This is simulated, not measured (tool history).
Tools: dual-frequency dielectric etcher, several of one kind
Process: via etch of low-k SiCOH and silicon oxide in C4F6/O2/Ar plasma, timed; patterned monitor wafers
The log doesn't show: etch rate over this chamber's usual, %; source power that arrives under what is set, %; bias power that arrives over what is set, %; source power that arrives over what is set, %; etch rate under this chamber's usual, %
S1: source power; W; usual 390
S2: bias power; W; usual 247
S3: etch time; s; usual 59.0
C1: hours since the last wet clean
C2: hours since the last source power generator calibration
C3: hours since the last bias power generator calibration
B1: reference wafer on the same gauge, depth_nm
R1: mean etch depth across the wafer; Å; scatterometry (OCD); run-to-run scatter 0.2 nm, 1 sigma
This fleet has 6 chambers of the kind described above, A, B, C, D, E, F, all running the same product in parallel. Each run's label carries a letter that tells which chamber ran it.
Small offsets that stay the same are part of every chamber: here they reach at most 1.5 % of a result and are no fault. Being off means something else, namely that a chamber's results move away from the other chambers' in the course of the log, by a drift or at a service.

run,hour,S1,S2,S3,C1,C2,C3,B1,R1
# hour 9.1: chamber D: source power generator calibrated
1A,15.7,390,247,59.0,44.3,2449.1,910.7,141.99,1680.3
2B,32.3,390,247,59.0,356.4,815.9,3351.5,141.89,1690.0
3F,45.1,390,247,59.0,177.5,2383.4,435.0,141.88,1695.5
4C,54.2,390,247,59.0,127.6,692.6,1760.2,141.87,1708.4
5E,65.9,390,247,59.0,184.0,2622.8,3364.2,141.92,1691.5
6D,78.4,390,247,59.0,691.4,69.3,1026.4,141.87,1685.1
# hour 79.7: chamber D: wet clean of the chamber
7F,88.2,390,247,59.0,220.6,2426.5,478.1,141.86,1698.1
8C,100.7,390,247,59.0,174.1,739.1,1806.7,141.88,1705.6
9D,110.1,390,247,59.0,30.4,101.0,1058.1,141.85,1681.8
10E,120.6,390,247,59.0,238.7,2677.5,3418.9,141.80,1689.0
11B,128.9,450,247,42.5,453.0,912.5,3448.1,141.82,1284.2
12A,144.8,450,247,42.5,173.4,2578.2,1039.8,141.77,1275.1
13B,152.2,450,247,42.5,476.3,935.8,3471.4,141.76,1283.0
14A,168.5,450,247,42.5,197.1,2601.9,1063.5,141.74,1272.5
15C,180.0,450,247,42.5,253.4,818.4,1886.0,141.76,1296.7
16E,195.8,450,247,42.5,313.9,2752.7,3494.1,141.68,1285.9
17D,203.6,390,247,59.0,123.9,194.5,1151.6,141.67,1680.0
# hour 208.0: chamber E: source power generator calibrated
18F,211.0,390,247,59.0,343.4,2549.3,600.9,141.64,1692.9
19C,218.6,390,247,59.0,292.0,857.0,1924.6,141.66,1704.8
20D,230.8,430,275,59.0,151.1,221.7,1178.8,141.66,1808.4
21F,240.2,430,275,59.0,372.6,2578.5,630.1,141.65,1824.0
22B,252.5,430,275,59.0,576.6,1036.1,3571.7,141.60,1813.9
23A,263.1,430,275,59.0,291.7,2696.5,1158.1,141.54,1798.9
24E,276.6,430,275,59.0,394.7,68.6,3574.9,141.61,1822.8
25C,291.4,430,275,59.0,364.8,929.8,1997.4,141.57,1833.4
26F,305.2,390,247,59.0,437.6,2643.5,695.1,141.51,1690.6
27E,319.0,390,247,59.0,437.1,111.0,3617.3,141.52,1690.7
# hour 326.2: chamber B: wet clean of the chamber
28B,328.5,390,247,43.0,2.4,1112.1,3647.7,141.45,1225.2
29A,344.5,390,247,43.0,373.1,2777.9,1239.5,141.44,1222.4
30D,352.1,390,247,43.0,272.4,343.0,1300.1,141.48,1223.0
31E,366.0,390,247,43.0,484.1,158.0,3664.3,141.44,1228.8
32A,378.8,390,247,43.0,407.4,2812.2,1273.8,141.40,1215.3
# hour 385.8: chamber C: wet clean of the chamber
33D,393.2,390,247,43.0,313.5,384.1,1341.2,141.40,1224.9
34C,409.0,390,247,59.0,23.3,1047.4,2115.0,141.35,1699.2
35F,422.9,390,247,59.0,555.3,2761.2,812.8,141.30,1689.3
36B,435.0,390,247,59.0,108.9,1218.6,3754.2,141.33,1680.1

Predict what each chamber gives when all 6 of them run the settings below next.
37A,446.9,340,247,59.0,,,,,?
37B,446.9,340,247,59.0,,,,,?
37C,446.9,340,247,59.0,,,,,?
37D,446.9,340,247,59.0,,,,,?
37E,446.9,340,247,59.0,,,,,?
37F,446.9,340,247,59.0,,,,,?

run,R1
37A,1586.0
37B,1597.6
37C,1616.0
37D,1592.7
37E,1600.3
37F,1599.2
